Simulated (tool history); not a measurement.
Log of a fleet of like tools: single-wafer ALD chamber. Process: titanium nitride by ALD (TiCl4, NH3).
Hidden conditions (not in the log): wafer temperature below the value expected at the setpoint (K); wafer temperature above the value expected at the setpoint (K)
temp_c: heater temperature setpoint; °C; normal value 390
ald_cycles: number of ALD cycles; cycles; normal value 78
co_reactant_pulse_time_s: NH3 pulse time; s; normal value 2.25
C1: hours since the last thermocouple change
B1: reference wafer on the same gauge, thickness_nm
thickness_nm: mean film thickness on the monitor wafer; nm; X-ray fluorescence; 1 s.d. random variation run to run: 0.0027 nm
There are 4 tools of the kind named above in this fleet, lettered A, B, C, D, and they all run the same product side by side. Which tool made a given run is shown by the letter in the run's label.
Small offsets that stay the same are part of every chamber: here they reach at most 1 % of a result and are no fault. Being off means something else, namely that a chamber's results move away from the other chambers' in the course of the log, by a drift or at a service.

{"run": "1D", "day": 0.129, "temp_c": 390, "ald_cycles": 78, "co_reactant_pulse_time_s": 2.25, "C1": 246.4, "B1": 2.0294, "thickness_nm": 1.7154}
{"run": "2C", "day": 0.308, "temp_c": 390, "ald_cycles": 78, "co_reactant_pulse_time_s": 2.25, "C1": 673.9, "B1": 2.0292, "thickness_nm": 1.7067}
{"run": "3A", "day": 0.471, "temp_c": 390, "ald_cycles": 78, "co_reactant_pulse_time_s": 2.25, "C1": 2107.2, "B1": 2.0281, "thickness_nm": 1.7034}
{"run": "4B", "day": 0.654, "temp_c": 390, "ald_cycles": 78, "co_reactant_pulse_time_s": 2.25, "C1": 1010, "B1": 2.0282, "thickness_nm": 1.7239}
{"run": "5C", "day": 0.867, "temp_c": 390, "ald_cycles": 78, "co_reactant_pulse_time_s": 2.25, "C1": 687.3, "B1": 2.027, "thickness_nm": 1.6994}
{"run": "6A", "day": 1.108, "temp_c": 390, "ald_cycles": 78, "co_reactant_pulse_time_s": 2.25, "C1": 2122.5, "B1": 2.0272, "thickness_nm": 1.7037}
{"run": "7D", "day": 1.354, "temp_c": 390, "ald_cycles": 78, "co_reactant_pulse_time_s": 2.25, "C1": 275.8, "B1": 2.0267, "thickness_nm": 1.7111}
{"run": "8B", "day": 1.517, "temp_c": 382, "ald_cycles": 64, "co_reactant_pulse_time_s": 2.25, "C1": 1030.7, "B1": 2.0262, "thickness_nm": 1.4027}
{"run": "9A", "day": 1.662, "temp_c": 382, "ald_cycles": 64, "co_reactant_pulse_time_s": 2.25, "C1": 2135.8, "B1": 2.0258, "thickness_nm": 1.3889}
{"run": "10D", "day": 1.883, "temp_c": 382, "ald_cycles": 64, "co_reactant_pulse_time_s": 2.25, "C1": 288.5, "B1": 2.0258, "thickness_nm": 1.3934}
{"run": "11C", "day": 2.121, "temp_c": 382, "ald_cycles": 64, "co_reactant_pulse_time_s": 2.25, "C1": 717.4, "B1": 2.0257, "thickness_nm": 1.3875}
{"run": "12B", "day": 2.254, "temp_c": 390, "ald_cycles": 78, "co_reactant_pulse_time_s": 2.25, "C1": 1048.4, "B1": 2.0241, "thickness_nm": 1.7169}
{"run": "13C", "day": 2.392, "temp_c": 390, "ald_cycles": 73, "co_reactant_pulse_time_s": 1.87, "C1": 723.9, "B1": 2.0239, "thickness_nm": 1.5812}
{"run": "14A", "day": 2.658, "temp_c": 390, "ald_cycles": 73, "co_reactant_pulse_time_s": 1.87, "C1": 2159.7, "B1": 2.023, "thickness_nm": 1.5759}
{"run": "15D", "day": 2.796, "temp_c": 390, "ald_cycles": 73, "co_reactant_pulse_time_s": 1.87, "C1": 310.4, "B1": 2.0233, "thickness_nm": 1.5838}
{"run": "16B", "day": 3.038, "temp_c": 390, "ald_cycles": 73, "co_reactant_pulse_time_s": 1.87, "C1": 1067.2, "B1": 2.0211, "thickness_nm": 1.5907}
{"run": "17C", "day": 3.175, "temp_c": 390, "ald_cycles": 78, "co_reactant_pulse_time_s": 2.25, "C1": 742.7, "B1": 2.0222, "thickness_nm": 1.7074}
{"run": "18A", "day": 3.358, "temp_c": 390, "ald_cycles": 78, "co_reactant_pulse_time_s": 2.25, "C1": 2176.5, "B1": 2.0216, "thickness_nm": 1.7041}
{"run": "19D", "day": 3.508, "temp_c": 390, "ald_cycles": 78, "co_reactant_pulse_time_s": 2.25, "C1": 327.5, "B1": 2.0202, "thickness_nm": 1.7058}
{"run": "20B", "day": 3.712, "temp_c": 390, "ald_cycles": 78, "co_reactant_pulse_time_s": 2.25, "C1": 1083.4, "B1": 2.0204, "thickness_nm": 1.7111}
{"run": "21C", "day": 3.958, "temp_c": 390, "ald_cycles": 78, "co_reactant_pulse_time_s": 2.25, "C1": 761.5, "B1": 2.0194, "thickness_nm": 1.6976}
{"run": "22D", "day": 4.204, "temp_c": 390, "ald_cycles": 78, "co_reactant_pulse_time_s": 2.25, "C1": 344.2, "B1": 2.0199, "thickness_nm": 1.7022}
{"run": "23A", "day": 4.383, "temp_c": 390, "ald_cycles": 78, "co_reactant_pulse_time_s": 2.25, "C1": 2201.1, "B1": 2.0197, "thickness_nm": 1.7001}
{"run": "24B", "day": 4.554, "temp_c": 390, "ald_cycles": 70, "co_reactant_pulse_time_s": 2.25, "C1": 1103.6, "B1": 2.0193, "thickness_nm": 1.5423}
{"run": "25C", "day": 4.8, "temp_c": 390, "ald_cycles": 70, "co_reactant_pulse_time_s": 2.25, "C1": 781.7, "B1": 2.0183, "thickness_nm": 1.5237}
{"run": "26B", "day": 5.012, "temp_c": 390, "ald_cycles": 70, "co_reactant_pulse_time_s": 2.25, "C1": 1114.6, "B1": 2.0163, "thickness_nm": 1.5387}
{"run": "27D", "day": 5.15, "temp_c": 390, "ald_cycles": 70, "co_reactant_pulse_time_s": 2.25, "C1": 366.9, "B1": 2.0179, "thickness_nm": 1.5227}

Is one chamber out of step, is the gauge drifting, or do the chambers differ by no more than their own small offsets? For an off chamber, give its letter and the likeliest cause.

It is the gauge, not a chamber: its drift shows up in every chamber's results at once, and no chamber is off.
Likeliest cause: gauge reads low (%) = 0.658.
